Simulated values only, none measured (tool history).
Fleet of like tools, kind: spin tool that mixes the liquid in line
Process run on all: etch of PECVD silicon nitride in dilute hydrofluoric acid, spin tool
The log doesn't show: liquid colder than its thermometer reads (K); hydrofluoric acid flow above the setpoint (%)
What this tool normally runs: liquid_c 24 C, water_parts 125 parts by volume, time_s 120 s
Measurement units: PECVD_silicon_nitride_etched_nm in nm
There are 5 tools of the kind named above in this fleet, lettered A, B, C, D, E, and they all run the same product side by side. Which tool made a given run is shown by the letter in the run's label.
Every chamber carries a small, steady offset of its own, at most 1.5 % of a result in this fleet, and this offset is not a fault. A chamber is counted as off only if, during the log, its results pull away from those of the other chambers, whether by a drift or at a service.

| run | hour | liquid_c | water_parts | time_s | hours since the thermometer was replaced | hours since the hydrofluoric acid flow meter was replaced | read-back film thickness of the PECVD silicon nitride reference wafer, read on the same gauge (nm) | PECVD_silicon_nitride_etched_nm |
|---|---|---|---|---|---|---|---|---|
| 1C | 6.8 | 24 | 125 | 120 | 867.8 | 1424.0 | 59.991 | 5.3971 |
| 2E | 10.2 | 24 | 125 | 120 | 906.7 | 254.9 | 59.975 | 5.3875 |
| 3D | 14.4 | 24 | 125 | 120 | 194.5 | 1236.0 | 59.994 | 5.4834 |
| 4A | 19.9 | 24 | 125 | 120 | 132.5 | 234.1 | 59.971 | 5.4282 |
| 5B | 24.5 | 24 | 125 | 120 | 533.7 | 1020.2 | 60.018 | 5.4210 |
| 6B | 27.9 | 24 | 125 | 120 | 537.1 | 1023.6 | 59.996 | 5.4402 |
| 7C | 32.4 | 24 | 125 | 120 | 893.4 | 1449.6 | 59.969 | 5.4295 |
| 8E | 37.7 | 24 | 125 | 120 | 934.2 | 282.4 | 60.041 | 5.4176 |
| 9A | 42.9 | 24 | 125 | 120 | 155.5 | 257.1 | 60.022 | 5.5099 |
| 10D | 49.1 | 24 | 125 | 120 | 229.2 | 1270.7 | 60.012 | 5.4717 |
| 11D | 55.4 | 24 | 125 | 120 | 235.5 | 1277.0 | 60.013 | 5.4224 |
| 12A | 59.8 | 24 | 125 | 120 | 172.4 | 274.0 | 60.003 | 5.4420 |
| 13B | 62.8 | 24 | 125 | 120 | 572.0 | 1058.5 | 60.040 | 5.5161 |
| 14C | 66.0 | 24 | 125 | 120 | 927.0 | 1483.2 | 60.000 | 5.3937 |
| 15E | 70.1 | 24 | 125 | 120 | 966.6 | 314.8 | 60.032 | 5.3565 |
| 16E | 74.8 | 24 | 125 | 120 | 971.3 | 319.5 | 60.035 | 5.4138 |
|  | 77.0 | chamber C: hydrofluoric acid flow meter replaced |
| 17B | 79.4 | 24 | 125 | 120 | 588.6 | 1075.1 | 60.003 | 5.4997 |
| 18C | 84.5 | 24 | 125 | 120 | 945.5 | 7.6 | 60.004 | 5.4077 |
|  | 91.2 | chamber B: hydrofluoric acid flow meter replaced |
| 19D | 91.4 | 24 | 125 | 120 | 271.5 | 1313.0 | 60.013 | 5.3930 |
| 20A | 95.9 | 24 | 125 | 120 | 208.5 | 310.1 | 59.981 | 5.4250 |
| 21A | 100.1 | 24 | 125 | 120 | 212.7 | 314.3 | 60.006 | 5.4535 |
| 22B | 104.2 | 24 | 125 | 120 | 613.4 | 13.1 | 59.998 | 5.4640 |
| 23D | 110.7 | 24 | 125 | 120 | 290.8 | 1332.3 | 60.021 | 5.3387 |
| 24E | 113.8 | 24 | 125 | 120 | 1010.3 | 358.5 | 59.995 | 5.3661 |
| 25C | 119.1 | 24 | 125 | 120 | 980.1 | 42.2 | 60.011 | 5.4283 |
| 26E | 124.8 | 24 | 125 | 120 | 1021.3 | 369.5 | 59.955 | 5.3960 |
| 27D | 130.0 | 24 | 125 | 120 | 310.1 | 1351.6 | 59.994 | 5.2467 |
| 28A | 136.5 | 24 | 125 | 120 | 249.1 | 350.7 | 59.982 | 5.4840 |
| 29C | 143.0 | 24 | 125 | 120 | 1004.0 | 66.1 | 59.960 | 5.4494 |
| 30B | 147.0 | 24 | 125 | 120 | 656.2 | 55.9 | 60.003 | 5.4342 |
| 31B | 151.6 | 24 | 125 | 120 | 660.8 | 60.5 | 60.012 | 5.4697 |

Decide between three cases: one chamber stands off from its peers, the gauge reading all wafers drifts, or nothing is wrong past each chamber's small offset. Where a chamber is off, say which and what most likely put it there.

Chamber D drifts away from the others.
Likeliest cause: liquid colder than its thermometer reads (K) = 0.816.
From this log alone, it may not be told apart from: hydrofluoric acid flow below the setpoint (%).

Here are 4 candidates for chamber D's next run, each the usual settings with a change, their results left as question marks. Which one brings its results back in line with what the others give on the usual settings?
Allowed miss from the other chambers' usual-settings mean, per result, to count as in line: PECVD_silicon_nitride_etched_nm 0.0970 nm
| 32D-1 | 156.6 | 24 | 120 | 125 |  |  |  | ? |
| 32D-2 | 156.6 | 24 | 125 | 115 |  |  |  | ? |
| 32D-3 | 156.6 | 24 | 125 | 125 |  |  |  | ? |
| 32D-4 | 156.6 | 24 | 130 | 115 |  |  |  | ? |

Average result of the remaining chambers running the usual settings: PECVD_silicon_nitride_etched_nm 5.4212 nm
| run | PECVD_silicon_nitride_etched_nm |
|---|---|
| 32D-1 | 5.6253 |
| 32D-2 | 4.9703 |
| 32D-3 | 5.4025 |
| 32D-4 | 4.7811 |
Change 32D-3 lands the chamber within the allowed miss of the other chambers.
